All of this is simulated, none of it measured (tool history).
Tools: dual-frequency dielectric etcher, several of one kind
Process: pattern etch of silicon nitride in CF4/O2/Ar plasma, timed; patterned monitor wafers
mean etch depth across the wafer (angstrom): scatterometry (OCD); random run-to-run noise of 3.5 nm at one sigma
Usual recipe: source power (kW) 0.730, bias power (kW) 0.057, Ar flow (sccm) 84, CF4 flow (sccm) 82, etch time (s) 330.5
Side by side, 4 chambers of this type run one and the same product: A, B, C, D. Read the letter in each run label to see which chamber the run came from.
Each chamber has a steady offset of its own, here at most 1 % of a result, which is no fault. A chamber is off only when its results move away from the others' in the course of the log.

run	hour	source power (kW)	bias power (kW)	Ar flow (sccm)	CF4 flow (sccm)	etch time (s)	read-back reference wafer on the same gauge, depth_nm	mean etch depth across the wafer (angstrom)
1A	8.8	0.730	0.057	84	82	330.5	871.62	9217.3
2D	18.7	0.730	0.057	84	82	330.5	872.08	9010.5
3C	28.0	0.730	0.057	84	82	330.5	871.10	9124.2
4B	39.4	0.730	0.057	84	82	330.5	872.11	9136.5
5A	47.2	0.730	0.052	84	99	330.5	871.66	9182.4
6D	54.5	0.730	0.052	84	99	330.5	872.15	9029.0
7C	67.7	0.730	0.052	84	99	330.5	871.54	9044.7
8B	83.3	0.730	0.052	84	99	330.5	872.21	8999.0
9D	94.2	0.730	0.057	84	82	330.5	872.02	9137.4
10B	110.5	0.730	0.057	84	82	330.5	872.24	9047.3
11C	124.9	0.730	0.057	84	82	330.5	872.21	9172.1
12A	138.8	0.730	0.057	84	82	330.5	871.99	9252.2
13D	147.0	0.730	0.057	84	82	330.5	871.52	9036.3
14B	160.9	0.730	0.057	84	82	330.5	872.30	9088.9
15C	169.2	0.730	0.057	84	82	330.5	872.70	9156.4
# hour 172.4: chamber D: wet clean of the chamber
# hour 173.7: chamber B: wet clean of the chamber
16A	179.3	0.730	0.057	101	82	330.5	872.21	8999.1
17D	187.4	0.730	0.057	101	82	330.5	872.04	9149.7
18C	199.6	0.730	0.057	101	82	330.5	871.94	8883.8
# hour 207.2: chamber C: wet clean of the chamber
19B	210.8	0.730	0.057	101	82	330.5	871.71	8875.7
20A	218.9	0.730	0.057	84	82	330.5	872.07	9224.7
21D	234.6	0.730	0.057	84	82	330.5	871.94	9372.1
# hour 237.7: chamber A: wet clean of the chamber
22A	246.9	0.730	0.057	84	82	330.5	871.70	9266.9
23B	257.6	0.730	0.057	84	98	402.0	871.75	11277.0
24C	269.8	0.730	0.057	84	98	402.0	871.94	11445.0
25A	278.7	0.730	0.057	84	98	402.0	872.29	11495.0
26D	289.1	0.730	0.057	84	98	402.0	871.85	11614.0
27B	297.0	0.730	0.057	84	82	330.5	872.34	9072.8
28C	313.2	0.730	0.057	84	82	330.5	871.16	9147.7
29B	324.3	0.730	0.057	84	82	330.5	872.19	9075.2
30A	337.7	0.730	0.057	84	82	330.5	871.33	9248.5
# hour 347.8: chamber B: source power generator calibrated
31D	352.7	0.730	0.057	84	82	330.5	871.76	9338.6
32C	366.3	0.730	0.057	67	82	330.5	872.95	9376.1
33A	378.8	0.730	0.057	67	82	330.5	871.93	9454.2
34B	390.2	0.730	0.057	67	82	330.5	871.80	9335.1
35C	405.0	0.730	0.057	67	82	330.5	872.21	9476.6
36D	416.2	0.730	0.057	84	82	330.5	871.11	9303.6
37C	426.1	0.730	0.057	84	82	330.5	871.62	9217.9

What goes on in this fleet: one chamber off, a drifting gauge, or nothing beyond the chambers' own small offsets? Name the chamber and the cause, if any.

Chamber D has stood off from the others ever since a service on it.
Most likely cause: etch rate over this chamber's usual, % = 2.65.

Below are 4 candidate recipes for chamber D's next run, each the usual settings with a change, their results shown as question marks. Which of them brings D's results back in line with what the other chambers give on the usual settings?
To be in line, a result may differ from the other chambers' mean on the usual settings by at most: mean etch depth across the wafer (angstrom) 120.0
38D-1	438.1	0.720	0.057	84	82	321.5		?
38D-2	438.1	0.740	0.057	84	82	334.5		?
38D-3	438.1	0.720	0.057	84	82	326.5		?
38D-4	438.1	0.740	0.057	84	82	340.5		?

The other chambers' mean on the usual settings: mean etch depth across the wafer (angstrom) 9159.4
run	mean etch depth across the wafer (angstrom)
38D-1	8992.7
38D-2	9584.9
38D-3	9132.5
38D-4	9756.9
It is 38D-3 that realigns the chamber with its peers.
